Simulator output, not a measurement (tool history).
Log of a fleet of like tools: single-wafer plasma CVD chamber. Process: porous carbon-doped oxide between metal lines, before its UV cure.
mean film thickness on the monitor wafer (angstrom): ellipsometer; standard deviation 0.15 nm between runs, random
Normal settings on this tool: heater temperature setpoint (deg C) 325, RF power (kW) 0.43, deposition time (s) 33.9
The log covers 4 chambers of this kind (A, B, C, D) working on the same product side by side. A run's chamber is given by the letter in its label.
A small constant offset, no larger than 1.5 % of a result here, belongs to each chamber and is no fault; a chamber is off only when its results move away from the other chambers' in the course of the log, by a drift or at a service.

run,hour,heater temperature setpoint (deg C),RF power (kW),deposition time (s),"read-back reference wafer on the same gauge, thickness_nm",mean film thickness on the monitor wafer (angstrom)
1B,9.2,325,0.43,33.9,128.98,1439.5
2A,14,325,0.43,33.9,128.96,1437.9
3C,23.6,325,0.43,33.9,128.94,1450
4D,31.6,325,0.43,33.9,128.91,1431.4
5A,37.4,325,0.43,33.9,128.9,1434.3
6C,47.8,314,0.365,33.9,128.86,1351.1
# hour 54.7: chamber D: thermocouple changed; heater temperature recalibrated
7D,57.9,314,0.365,33.9,128.86,1332.9
8B,66.1,314,0.365,33.9,128.83,1336
9B,71.9,314,0.365,33.9,128.79,1336.3
10A,79.6,325,0.43,33.9,128.74,1433.4
11C,89.2,325,0.43,33.9,128.76,1448.9
12D,93.9,325,0.43,33.9,128.72,1427.9
13C,101.4,325,0.48,33.9,128.71,1567.9
14A,109.5,325,0.48,33.9,128.64,1553.4
15D,116.1,325,0.48,33.9,128.63,1544.5
16B,124.8,325,0.48,33.9,128.66,1556.6
17B,131.3,325,0.43,33.9,128.59,1435.6
18C,136.8,325,0.43,33.9,128.6,1447.5
19A,144.4,325,0.43,33.9,128.57,1431.5
20D,152,325,0.43,33.9,128.55,1426.9
21B,157,325,0.43,33.9,128.52,1436.8
22D,163.5,325,0.43,33.9,128.55,1428.1
23C,173.3,325,0.43,33.9,128.48,1447
24A,182.6,325,0.43,38.7,128.45,1627.3

Is one chamber off against the others, does the gauge drift, or is nothing wrong? If a chamber is off, say which, and what the likeliest cause is.

No chamber is off; the gauge reading every chamber's wafers drifts, which makes the whole fleet appear to move together.
Likeliest cause: gauge reads low (%) = 0.437.

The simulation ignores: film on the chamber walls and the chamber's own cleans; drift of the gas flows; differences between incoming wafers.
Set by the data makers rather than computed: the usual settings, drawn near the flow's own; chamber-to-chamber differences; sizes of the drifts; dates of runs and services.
